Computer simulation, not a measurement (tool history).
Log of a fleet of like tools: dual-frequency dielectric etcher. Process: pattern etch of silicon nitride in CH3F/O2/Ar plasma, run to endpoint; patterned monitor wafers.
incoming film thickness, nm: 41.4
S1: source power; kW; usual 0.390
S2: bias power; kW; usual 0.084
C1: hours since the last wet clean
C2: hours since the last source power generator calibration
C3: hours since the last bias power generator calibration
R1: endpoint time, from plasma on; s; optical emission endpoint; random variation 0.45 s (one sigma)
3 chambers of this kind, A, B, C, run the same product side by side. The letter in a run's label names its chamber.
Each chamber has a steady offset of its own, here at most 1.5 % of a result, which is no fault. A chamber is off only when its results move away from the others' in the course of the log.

run	hour	S1	S2	C1	C2	C3	R1
1B	12.3	0.390	0.084	299.3	582.5	2095.1	57.167
2A	24.3	0.390	0.084	489.3	626.4	2459.6	57.783
3C	40.5	0.390	0.084	203.0	1788.8	605.0	57.154
4A	56.8	0.390	0.084	521.8	658.9	2492.1	57.304
5C	72.7	0.390	0.084	235.2	1821.0	637.2	57.826
6B	86.6	0.490	0.092	373.6	656.8	2169.4	49.653
7B	93.8	0.490	0.092	380.8	664.0	2176.6	50.658
8C	106.8	0.490	0.092	269.3	1855.1	671.3	52.160
# hour 116.6: chamber A: wet clean of the chamber
9A	118.3	0.390	0.084	1.7	720.4	2553.6	58.237
10B	127.7	0.320	0.084	414.7	697.9	2210.5	61.564
11A	137.6	0.320	0.084	21.0	739.7	2572.9	62.542
12C	151.5	0.320	0.084	314.0	1899.8	716.0	64.433
13C	167.8	0.390	0.084	330.3	1916.1	732.3	59.374
14A	179.5	0.390	0.084	62.9	781.6	2614.8	57.530
15B	188.0	0.390	0.084	475.0	758.2	2270.8	57.240
# hour 191.9: chamber B: wet clean of the chamber
16B	198.8	0.390	0.084	7.0	769.0	2281.6	56.554
17A	211.9	0.390	0.084	95.3	814.0	2647.2	57.999
18C	225.4	0.390	0.084	387.9	1973.7	789.9	59.568
19A	239.7	0.390	0.084	123.1	841.8	2675.0	58.155
20C	255.0	0.390	0.084	417.5	2003.3	819.5	59.427
21B	267.9	0.340	0.084	76.1	838.1	2350.7	59.288
22B	279.9	0.340	0.084	88.1	850.1	2362.7	60.501
23A	287.7	0.340	0.084	171.1	889.8	2723.0	60.723
24C	301.5	0.390	0.084	464.0	2049.8	866.0	60.222

All 3 chambers run these settings next. Forecast each chamber's results:
25A	313.4	0.390	0.084				?
25B	313.4	0.390	0.084				?
25C	313.4	0.390	0.084				?

run	R1
25A	57.791
25B	56.993
25C	60.734
